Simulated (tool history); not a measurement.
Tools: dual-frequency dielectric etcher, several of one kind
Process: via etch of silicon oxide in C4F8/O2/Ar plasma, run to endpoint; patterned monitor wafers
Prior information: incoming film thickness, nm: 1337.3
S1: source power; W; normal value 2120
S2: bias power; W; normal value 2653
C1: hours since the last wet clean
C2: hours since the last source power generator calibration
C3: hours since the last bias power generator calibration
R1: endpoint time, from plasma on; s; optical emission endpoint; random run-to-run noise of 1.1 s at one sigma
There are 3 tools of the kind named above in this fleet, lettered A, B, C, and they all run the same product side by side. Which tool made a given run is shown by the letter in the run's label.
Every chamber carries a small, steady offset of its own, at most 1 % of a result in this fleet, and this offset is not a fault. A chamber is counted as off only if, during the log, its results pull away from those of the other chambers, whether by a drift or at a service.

run,day,S1,S2,C1,C2,C3,R1
1B,0.183,2120,2653,599.1,527,1033.5,239.83
2A,0.383,2120,2653,40.7,196.3,336.1,236.55
3C,0.675,2120,2653,193.4,1254.2,2035.2,237.8
4B,0.892,2120,2653,616.1,544,1050.5,238.1
5C,1.158,2120,2653,205,1265.8,2046.8,241
6A,1.325,2320,3258,63.3,218.9,358.7,212.47
7C,1.642,2320,3258,216.6,1277.4,2058.4,214.97
8B,1.783,2320,3258,637.5,565.4,1071.9,215.21
9A,1.971,2120,2653,78.8,234.4,374.2,233.72
10C,2.217,2120,2653,230.4,1291.2,2072.2,239.93
11B,2.5,2120,2653,654.7,582.6,1089.1,236.13
12A,2.658,2120,2653,95.3,250.9,390.7,236.18
# day 2.8: chamber B: wet clean of the chamber
13C,2.879,2120,2653,246.3,1307.1,2088.1,241.78
14B,3.05,2120,2653,6,595.8,1102.3,238.16
15A,3.2,2120,2653,108.3,263.9,403.7,233.69
16B,3.404,2120,2653,14.5,604.3,1110.8,239.33
17A,3.696,2120,2653,120.2,275.8,415.6,236.13
18C,4,2120,2653,273.2,1334,2115,245.67
19C,4.142,2120,2653,276.6,1337.4,2118.4,247.16
20A,4.412,2120,2653,137.4,293,432.8,234.02
21B,4.617,1760,2108,43.6,633.4,1139.9,274.74
22A,4.804,1760,2108,146.8,302.4,442.2,270.27
23C,5.092,1760,2108,299.4,1360.2,2141.2,285.17

Next, all 3 chambers run the settings below, one line each with question marks for the results. What does each chamber give?
24A,5.317,2120,2653,,,,?
24B,5.317,2120,2653,,,,?
24C,5.317,2120,2653,,,,?

run,R1
24A,236.17
24B,238.8
24C,248.84

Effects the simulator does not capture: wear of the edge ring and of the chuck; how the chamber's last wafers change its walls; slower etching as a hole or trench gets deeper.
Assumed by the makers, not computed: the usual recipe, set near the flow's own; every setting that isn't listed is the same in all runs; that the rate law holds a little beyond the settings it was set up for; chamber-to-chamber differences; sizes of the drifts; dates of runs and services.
